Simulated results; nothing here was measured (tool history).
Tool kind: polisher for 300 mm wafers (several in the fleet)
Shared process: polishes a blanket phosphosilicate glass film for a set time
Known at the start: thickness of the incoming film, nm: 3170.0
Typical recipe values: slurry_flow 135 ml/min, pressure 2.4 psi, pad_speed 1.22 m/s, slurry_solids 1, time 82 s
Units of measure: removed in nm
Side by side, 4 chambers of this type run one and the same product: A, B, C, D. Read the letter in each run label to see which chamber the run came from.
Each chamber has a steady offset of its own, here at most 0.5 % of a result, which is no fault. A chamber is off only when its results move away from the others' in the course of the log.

run     day  slurry_flow  pressure  pad_speed  slurry_solids  time  removed
 1A   0.588          135       2.4       1.22              1    82   554.71
      0.671  -- chamber B: worn pad replaced by a new one
 2D   1.062          135       2.4       1.22              1    82   551.14
 3C   1.488          135       2.4       1.22              1    82   546.56
 4B   1.846          135       2.4       1.22              1    82   559.91
      1.946  -- chamber D: worn pad replaced by a new one
      2.092  -- chamber A: worn pad replaced by a new one
      2.242  -- chamber A: slurry nozzle cleaned
 5B   2.321          135       2.4       1.22              1    82   540.97
 6C   2.933          135       2.4       1.22              1    82   564.23
      2.958  -- chamber C: slurry blender recalibrated
 7D   3.262          135       2.4       1.22              1    82   548.35
      3.483  -- chamber C: conditioning disc replaced and pad reconditioned
      3.712  -- chamber C: worn pad replaced by a new one
 8A   3.871          135       2.4       1.22              1    82   544.03
      4.438  -- chamber B: worn pad replaced by a new one
 9B   4.521          100       2.4       1.22              1   109   684.75
10C     4.9          100       2.4       1.22              1   109   676.45
11D   5.488          100       2.4       1.22              1   109   693.59
          6  -- chamber D: conditioning disc replaced and pad reconditioned
12A   6.121          100       2.4       1.22              1   109   677.81
      6.379  -- chamber D: worn pad replaced by a new one
      6.417  -- chamber A: worn pad replaced by a new one
13B   6.604          135       2.4       1.22              1    82   553.87
       6.85  -- chamber B: slurry nozzle cleaned
14C    7.25          120       2.4       1.22              1    82   546.08
15A   7.638          120       2.4       1.22              1    82   537.64
16D   8.117          120       2.4       1.22              1    82   544.31
      8.179  -- chamber B: worn pad replaced by a new one
17A   8.617          120       2.4       1.22              1    82   524.36
      8.712  -- chamber D: slurry nozzle cleaned
      8.938  -- chamber A: conditioning disc replaced and pad reconditioned
      9.012  -- chamber B: slurry blender recalibrated
18D   9.062          135       2.4       1.22              1    82   542.04
      9.438  -- chamber C: worn pad replaced by a new one
19B   9.746          135         2       0.86              1    82   347.11
     10.104  -- chamber C: slurry nozzle cleaned
20C   10.35          135         2       0.86              1    82   343.75
     10.354  -- chamber A: worn pad replaced by a new one
     10.742  -- chamber D: worn pad replaced by a new one
21D  10.833          135         2       0.86              1    82   347.33
22A  11.179          135         2       0.86              1    82   328.88
     11.379  -- chamber C: conditioning disc replaced and pad reconditioned
23B  11.658          135       2.4       1.22              1    82   535.22
     12.012  -- chamber B: worn pad replaced by a new one
24C  12.312          135       2.4       1.22              1    82   552.07
     12.392  -- chamber C: slurry blender recalibrated
25A  12.896          135       2.4       1.22              1    82   517.51
26D  13.467          135       2.4       1.22              1    82   546.42
27B  14.096          135       2.4       1.22              1    82   548.25
     14.217  -- chamber A: worn pad replaced by a new one
28C  14.692          135       2.4       1.22              1    82   557.91
     14.729  -- chamber C: worn pad replaced by a new one
29D  15.121          135       3.1       1.22              1    82   705.91
30B  15.542          135       3.1       1.22              1    82   722.48
     15.871  -- chamber B: worn pad replaced by a new one
31A   16.15          135       3.1       1.22              1    82   645.27
     16.242  -- chamber D: worn pad replaced by a new one
32C  16.708          135       3.1       1.22              1    82   715.33
33A  17.162          135       2.4       1.22              1    82   501.76
34C  17.746          135       2.4       1.22              1    82   555.67
     18.033  -- chamber C: head pressure recalibrated
35B  18.212          135       2.4       1.22              1    82   553.13
     18.404  -- chamber A: worn pad replaced by a new one
36D  18.525          135       1.8       1.22              1    82   410.52
37A  18.875          135       1.8       1.22              1    82   366.32
38C  19.462          135       1.8       1.22              1    82   416.79

Does one chamber stand apart from the rest, does the shared gauge drift, or is all well apart from small per-chamber offsets? Give the chamber and the most likely cause, where there is one.

One chamber, A, drifts off from the rest bit by bit.
Cause: abrasive missing from the slurry, % = 23.5.
It could be hard to tell apart here from: slurry flow missing at the pad, %; head's pressure below its setpoint, %.

Below are 4 candidate recipes for chamber A's next run, each the usual settings with a change, their results shown as question marks. Which of them brings A's results back in line with what the other chambers give on the usual settings?
Allowed miss from the other chambers' usual-settings mean, per result, to count as in line: removed 21 nm
39A-1  19.958           80       2.4       1.22              1    82        ?
39A-2  19.958          135       2.3       1.22              1    80        ?
39A-3  19.958          135       2.5       1.22              1    84        ?
39A-4  19.958          135       2.5       1.28              1    87        ?

The other chambers' mean on the usual settings: removed 550.79 nm
  run  removed
39A-1   424.66
39A-2   452.85
39A-3   516.29
39A-4   555.96
With 39A-4, the chamber falls back in line with the rest.
